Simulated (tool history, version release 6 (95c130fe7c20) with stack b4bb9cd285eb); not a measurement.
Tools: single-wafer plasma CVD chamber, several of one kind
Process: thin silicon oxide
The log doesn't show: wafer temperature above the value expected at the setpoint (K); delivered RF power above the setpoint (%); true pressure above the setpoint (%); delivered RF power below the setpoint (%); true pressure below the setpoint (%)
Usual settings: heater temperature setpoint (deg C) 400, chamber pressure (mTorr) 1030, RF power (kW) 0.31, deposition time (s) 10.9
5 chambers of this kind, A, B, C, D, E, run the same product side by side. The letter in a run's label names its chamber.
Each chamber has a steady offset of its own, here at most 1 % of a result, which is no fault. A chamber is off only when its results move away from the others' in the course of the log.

run	day	heater temperature setpoint (deg C)	chamber pressure (mTorr)	RF power (kW)	deposition time (s)	hours since the last thermocouple change	hours since the last RF generator calibration	hours since the last manometer calibration	read-back reference wafer on the same gauge, thickness_nm	mean film thickness on the monitor wafer (angstrom)
1E	0.358	400	1030	0.31	10.9	1811.8	1178.3	1770.6	29.102	251.2
2B	0.908	400	1030	0.31	10.9	972.9	189.9	1689.5	29.09	249.65
3A	1.217	400	1030	0.31	10.9	498.1	880.7	818.7	29.114	251.91
4D	1.846	400	1030	0.31	10.9	2356.4	896.7	2764.6	29.104	251.68
5C	2.433	400	870	0.285	10.9	481.9	953.5	1818.3	29.104	209.74
6D	3.008	400	870	0.285	10.9	2384.3	924.6	2792.5	29.125	211.3
7A	3.383	400	870	0.285	10.9	550.1	932.7	870.7	29.108	212.2
8B	3.808	400	870	0.285	10.9	1042.5	259.5	1759.1	29.102	210.94
9C	4.325	400	870	0.285	10.9	527.3	998.9	1863.7	29.067	209.64
10E	4.646	400	1030	0.31	10.9	1914.7	1281.2	1873.5	29.114	249.42
11B	5.133	400	1030	0.31	10.9	1074.3	291.3	1790.9	29.09	249.39
12E	5.629	400	1030	0.31	10.9	1938.3	1304.8	1897.1	29.069	249.32
13A	6.021	400	1030	0.31	10.9	613.4	996	934	29.113	248.1
14D	6.525	400	1030	0.31	10.9	2468.7	1009	2876.9	29.146	250.41
15C	6.988	400	1030	0.31	10.9	591.2	1062.8	1927.6	29.099	247.82
# day 7.267: chamber E: RF generator calibrated
16E	7.458	400	1030	0.31	10.9	1982.2	4.6	1941	29.13	249.15
17B	7.896	400	1030	0.31	10.9	1140.6	357.6	1857.2	29.115	250.09
18D	8.183	400	1030	0.31	10.9	2508.5	1048.8	2916.7	29.111	251.12
# day 8.433: chamber D: capacitance manometer re-zeroed and calibrated
19A	8.525	400	1030	0.31	10.9	673.5	1056.1	994.1	29.106	249.84
20C	8.871	400	1030	0.31	10.9	636.4	1108	1972.8	29.127	247.35
21C	9.3	400	1030	0.31	10.9	646.7	1118.3	1983.1	29.11	247.36
22A	9.708	400	1030	0.31	10.9	701.9	1084.5	1022.5	29.103	249.53
23E	10.221	400	1170	0.31	10.9	2048.5	70.9	2007.3	29.083	271.47
24B	10.496	400	1170	0.31	10.9	1203	420	1919.6	29.109	272.25
25D	10.996	400	1170	0.31	10.9	2576	1116.3	61.6	29.102	258.77
26B	11.396	400	1170	0.31	10.9	1224.6	441.6	1941.2	29.097	271.57
# day 11.579: chamber D: thermocouple changed; heater temperature recalibrated
27D	11.917	400	1170	0.31	10.9	8.1	1138.4	83.7	29.082	259.8
28E	12.454	400	1030	0.31	10.9	2102.1	124.5	2060.9	29.086	249.77
29C	12.775	400	1030	0.31	10.9	730.1	1201.7	2066.5	29.065	250.58
30A	13.392	400	1030	0.31	10.9	790.3	1172.9	1110.9	29.082	253.15
31B	13.896	400	940	0.31	9	1284.6	501.6	2001.2	29.092	194.99
32D	14.25	400	940	0.31	9	64.1	1194.4	139.7	29.13	181.25
33A	14.646	400	940	0.31	9	820.4	1203	1141	29.087	192.6

Is one chamber off against the others, does the gauge drift, or is nothing wrong? If a chamber is off, say which, and what the likeliest cause is.

A service left chamber D off against the others.
Cause: true pressure below the setpoint (%) = 7.56.

Here are 4 candidates for chamber D's next run, each the usual settings with a change, their results left as question marks. Which one brings its results back in line with what the others give on the usual settings?
In line means no further than this from the other chambers' mean on the usual settings: mean film thickness on the monitor wafer (angstrom) 4.3
34D-1	15.092	400	1050	0.31	10.9					?
34D-2	15.092	400	1020	0.31	10.8					?
34D-3	15.092	400	1030	0.31	10.3					?
34D-4	15.092	400	1060	0.315	11.2					?

The other chambers' mean on the usual settings: mean film thickness on the monitor wafer (angstrom) 249.7
run	mean film thickness on the monitor wafer (angstrom)
34D-1	239.75
34D-2	231.8
34D-3	222.93
34D-4	249.67
34D-4 brings the chamber back in line.
